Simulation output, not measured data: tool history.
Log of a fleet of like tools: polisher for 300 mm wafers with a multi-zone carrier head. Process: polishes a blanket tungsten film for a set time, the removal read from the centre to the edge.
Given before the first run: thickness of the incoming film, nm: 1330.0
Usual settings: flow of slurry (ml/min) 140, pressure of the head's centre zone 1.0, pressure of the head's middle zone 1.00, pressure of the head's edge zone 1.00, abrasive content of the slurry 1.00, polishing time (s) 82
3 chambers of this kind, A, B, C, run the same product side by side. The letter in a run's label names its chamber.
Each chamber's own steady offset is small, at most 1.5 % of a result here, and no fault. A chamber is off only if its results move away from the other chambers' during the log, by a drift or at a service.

run   hour  flow of slurry (ml/min)  pressure of the head's centre zone  pressure of the head's middle zone  pressure of the head's edge zone  abrasive content of the slurry  polishing time (s)  wafers polished on this pad  hours since the slurry nozzle was cleaned  hours since the centre zone pressure was calibrated  hours since the edge zone pressure was calibrated  film removed at the wafer's centre (angstrom)  film removed at mid-radius (angstrom)  film removed at the wafer's edge (angstrom)
 1C    3.4                      140                                 1.0                                1.00                              1.00                            1.00                  82                          468                                      142.7                                                583.9                                              522.7                                         2479.7                                 2461.5                                       2494.8
 2B    6.1                      140                                 1.0                                1.00                              1.00                            1.00                  82                          916                                      499.2                                                341.2                                              185.3                                         2446.7                                 2482.5                                       2433.1
 3A    8.5                      140                                 1.0                                1.00                              1.00                            1.00                  82                          377                                      214.5                                                882.8                                              107.1                                         2495.8                                 2534.7                                       2447.8
 4B   12.9                      140                                 1.0                                1.00                              1.00                            1.00                  82                          972                                      506.0                                                348.0                                              192.1                                         2445.8                                 2442.3                                       2454.1
 5C   15.9                       90                                 1.0                                1.05                              1.00                            1.00                  82                          571                                      155.2                                                596.4                                              535.2                                         2138.8                                 2294.6                                       2269.9
      20.0  -- chamber C: worn pad replaced by a new one
 6A   20.8                       90                                 1.0                                1.05                              1.00                            1.00                  82                          479                                      226.8                                                895.1                                              119.4                                         2176.5                                 2320.3                                       2289.6
 7A   25.4                       90                                 1.0                                1.05                              1.00                            1.00                  82                          517                                      231.4                                                899.7                                              124.0                                         2221.2                                 2365.6                                       2244.4
 8C   29.8                      140                                 1.0                                1.00                              1.00                            1.00                  82                           81                                      169.1                                                610.3                                              549.1                                         2473.5                                 2467.5                                       2465.2
 9B   32.5                      140                                 1.0                                1.00                              1.00                            1.00                  82                         1134                                      525.6                                                367.6                                              211.7                                         2470.3                                 2530.3                                       2465.4
      34.1  -- chamber B: worn pad replaced by a new one
10C   36.5                      140                                 1.0                                1.00                              1.00                            1.00                  82                          136                                      175.8                                                617.0                                              555.8                                         2486.0                                 2434.9                                       2505.3
11B   39.3                      140                                 1.0                                1.00                              1.00                            1.00                  82                           43                                      532.4                                                374.4                                              218.5                                         2434.9                                 2491.6                                       2500.9
12A   43.4                      140                                 1.1                                1.00                              1.07                            1.00                  82                          666                                      249.4                                                917.7                                              142.0                                         2701.0                                 2520.3                                       2459.1
13B   46.3                      140                                 1.1                                1.00                              1.07                            1.00                  82                          101                                      539.4                                                381.4                                              225.5                                         2667.6                                 2455.3                                       2553.4
14C   50.2                      140                                 1.1                                1.00                              1.07                            1.00                  82                          250                                      189.5                                                630.7                                              569.5                                         2710.1                                 2492.9                                       2529.3
15A   52.7                      140                                 1.0                                1.00                              1.00                            1.00                  82                          743                                      258.7                                                927.0                                              151.3                                         2465.3                                 2438.7                                       2462.7
      53.0  -- chamber A: centre zone pressure recalibrated
16A   57.5                      140                                 1.0                                1.00                              1.00                            1.00                  82                          783                                      263.5                                                  4.6                                              156.1                                         2426.1                                 2459.3                                       2432.1
17C   59.7                      140                                 1.0                                1.00                              1.00                            1.00                  82                          328                                      199.0                                                640.2                                              579.0                                         2461.6                                 2448.8                                       2420.4
18B   62.4                      140                                 1.0                                1.00                              1.00                            1.00                  82                          234                                      555.5                                                397.5                                              241.6                                         2482.4                                 2440.9                                       2429.6
      65.1  -- chamber C: slurry nozzle cleaned
      65.8  -- chamber A: worn pad replaced by a new one
19C   66.4                      140                                 1.0                                1.00                              1.00                            1.00                  82                          384                                        1.4                                                646.9                                              585.7                                         2499.7                                 2509.1                                       2540.4
20A   71.1                      140                                 1.0                                1.00                              1.00                            1.00                  82                           43                                      277.1                                                 18.2                                              169.7                                         2364.4                                 2456.0                                       2458.3
21B   74.3                      140                                 1.0                                1.00                              1.00                            1.00                  82                          333                                      567.4                                                409.4                                              253.5                                         2465.1                                 2436.3                                       2473.7
22B   79.1                      140                                 1.0                                1.04                              1.00                            1.15                  82                          372                                      572.2                                                414.2                                              258.3                                         2573.5                                 2734.2                                       2564.6
23C   83.9                      140                                 1.0                                1.04                              1.00                            1.15                  82                          528                                       18.9                                                664.4                                              603.2                                         2530.5                                 2679.4                                       2615.9
24A   87.2                      140                                 1.0                                1.04                              1.00                            1.15                  82                          177                                      293.2                                                 34.3                                              185.8                                         2488.5                                 2559.5                                       2478.6
25C   92.2                      170                                 1.0                                1.00                              1.00                            1.00                  97                          597                                       27.2                                                672.7                                              611.5                                         3070.4                                 3019.0                                       3031.7
26B   96.4                      170                                 1.0                                1.00                              1.00                            1.00                  97                          515                                      589.5                                                431.5                                              275.6                                         2984.2                                 3046.6                                       2967.6
27A   99.7                      170                                 1.0                                1.00                              1.00                            1.00                  97                          280                                      305.7                                                 46.8                                              198.3                                         2935.2                                 2933.9                                       2932.5
28C  103.4                      140                                 1.0                                1.00                              1.00                            1.00                  82                          690                                       38.4                                                683.9                                              622.7                                         2486.5                                 2558.7                                       2467.2
29A  105.6                      140                                 1.0                                1.00                              1.00                            1.00                  82                          329                                      311.6                                                 52.7                                              204.2                                         2362.0                                 2379.1                                       2339.2
30B  109.3                      140                                 1.0                                0.94                              1.00                            1.00                  82                          622                                      602.4                                                444.4                                              288.5                                         2408.9                                 2376.1                                       2420.4
31C  113.1                      140                                 1.0                                0.94                              1.00                            1.00                  82                          770                                       48.1                                                693.6                                              632.4                                         2476.1                                 2336.3                                       2462.1
     114.0  -- chamber C: worn pad replaced by a new one
32A  116.4                      140                                 1.0                                0.94                              1.00                            1.00                  82                          418                                      322.4                                                 63.5                                              215.0                                         2314.6                                 2144.2                                       2356.5
33B  120.0                      140                                 1.0                                1.00                              1.00                            1.00                  82                          710                                      613.1                                                455.1                                              299.2                                         2428.4                                 2494.9                                       2443.0
34B  125.0                      140                                 1.0                                1.00                              1.00                            1.00                  82                          752                                      618.1                                                460.1                                              304.2                                         2470.1                                 2479.3                                       2469.1
35A  129.2                      140                                 1.0                                1.00                              1.00                            1.00                  82                          524                                      335.2                                                 76.3                                              227.8                                         2283.3                                 2325.3                                       2365.2
36C  132.5                      140                                 1.0                                1.00                              1.00                            1.15                  82                          153                                       67.5                                                713.0                                              651.8                                         2547.3                                 2541.4                                       2593.5
37C  137.0                      140                                 1.0                                1.00                              1.00                            1.15                  82                          190                                       72.0                                                717.5                                              656.3                                         2569.7                                 2521.8                                       2534.9
38A  139.8                      140                                 1.0                                1.00                              1.00                            1.15                  82                          611                                      345.8                                                 86.9                                              238.4                                         2291.9                                 2374.3                                       2412.2
39B  143.1                      140                                 1.0                                1.00                              1.00                            1.00                  82                          901                                      636.2                                                478.2                                              322.3                                         2434.0                                 2479.7                                       2449.8

One chamber off, gauge drift, or nothing amiss beyond the chambers' own small offsets? If it is a chamber, which one, and what is the likeliest cause?

One chamber, A, drifts off from the rest bit by bit.
What lies behind it: slurry flow missing at the pad, % = 32.2.

Which of the 4 candidates below, each the usual settings with something changed and its results left as question marks, puts chamber A back in line with what the other chambers give on the usual settings?
In-line tolerance around the mean of the other chambers on the usual settings: film removed at the wafer's centre (angstrom) 97.0; film removed at mid-radius (angstrom) 120.0; film removed at the wafer's edge (angstrom) 110.0
40A-1  146.8                      135                                0.98                                1.00                              1.01                            1.00                  76                                                                                                                                                                                                                              ?                                      ?                                            ?
40A-2  146.8                      150                                1.03                                1.01                              0.99                            1.00                  92                                                                                                                                                                                                                              ?                                      ?                                            ?
40A-3  146.8                      145                                1.02                                1.00                              0.99                            1.00                  88                                                                                                                                                                                                                              ?                                      ?                                            ?
40A-4  146.8                      130                                0.98                                0.99                              1.01                            1.00                  73                                                                                                                                                                                                                              ?                                      ?                                            ?

What the other chambers average on the usual settings: film removed at the wafer's centre (angstrom) 2468.0; film removed at mid-radius (angstrom) 2479.9; film removed at the wafer's edge (angstrom) 2478.7
  run  film removed at the wafer's centre (angstrom)  film removed at mid-radius (angstrom)  film removed at the wafer's edge (angstrom)
40A-1                                         1995.0                                 2072.3                                       2125.0
40A-2                                         2639.6                                 2607.8                                       2596.1
40A-3                                         2471.3                                 2448.7                                       2468.1
40A-4                                         1890.9                                 1949.7                                       2026.0
It is 40A-3 that realigns the chamber with its peers.

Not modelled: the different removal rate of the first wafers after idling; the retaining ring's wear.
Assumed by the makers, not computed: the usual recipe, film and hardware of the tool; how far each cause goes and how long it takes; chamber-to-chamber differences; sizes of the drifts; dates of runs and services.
